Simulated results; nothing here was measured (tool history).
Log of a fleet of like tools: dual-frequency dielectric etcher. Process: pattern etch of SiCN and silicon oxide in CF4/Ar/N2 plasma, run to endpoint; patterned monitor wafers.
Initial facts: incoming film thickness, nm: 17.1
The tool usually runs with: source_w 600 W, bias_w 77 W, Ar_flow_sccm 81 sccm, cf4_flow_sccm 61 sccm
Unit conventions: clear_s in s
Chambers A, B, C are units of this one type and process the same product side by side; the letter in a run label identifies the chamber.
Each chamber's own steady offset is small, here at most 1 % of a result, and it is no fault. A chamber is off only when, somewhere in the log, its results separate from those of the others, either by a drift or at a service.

run	hour	source_w	bias_w	Ar_flow_sccm	cf4_flow_sccm	clear_s
1A	11.6	600	77	81	61	14.785
2C	20.2	600	77	81	61	14.863
3B	26.9	600	77	81	61	15.124
4A	37.7	600	77	81	61	14.681
# hour 44.4: chamber A: wet clean of the chamber
5B	45.4	600	77	81	61	15.078
6C	51.7	600	77	81	61	14.847
7B	64.1	600	77	81	61	15.054
8C	73.2	720	93	81	61	11.932
9A	79.2	720	93	81	61	11.777
10B	86.4	720	93	81	61	11.918
11A	96.3	600	77	81	61	14.838
12C	104.8	600	77	81	61	14.767
13C	117.4	600	77	81	61	14.635
14A	123.6	600	77	81	61	14.771
15B	133.1	600	77	81	61	14.943
16A	144.8	600	77	81	61	14.833
17B	154.2	600	77	81	61	15.01
18C	162.9	600	77	81	61	14.544
19A	172.3	600	77	81	61	14.836
20B	181.4	600	77	81	61	15.203
21C	189.3	600	77	81	61	14.29
22B	197.6	600	77	81	61	15.056
23C	203.2	600	77	81	61	14.224
24A	213.6	600	77	81	61	14.781
25B	220.4	600	77	81	61	15.019

Is one chamber off against the others, does the gauge drift, or is nothing wrong? If a chamber is off, say which, and what the likeliest cause is.

Chamber C drifts away from the others.
Cause: source power that arrives over what is set, % = 5.09.
The log may not tell that from: etch rate over this chamber's usual, %.

Here are 4 candidates for chamber C's next run, each the usual settings with a change, their results left as question marks. Which one brings its results back in line with what the others give on the usual settings?
In line here means within this much of the mean the other chambers give on the usual settings: clear_s 0.22 s
26C-1	229.5	590	76	81	61	?
26C-2	229.5	570	76	82	61	?
26C-3	229.5	600	81	79	62	?
26C-4	229.5	630	78	81	61	?

Mean of the other chambers on the usual settings: clear_s 14.908 s
run	clear_s
26C-1	14.431
26C-2	14.898
26C-3	13.843
26C-4	13.514
26C-2 is the one that brings the chamber's results back in line with the other chambers.
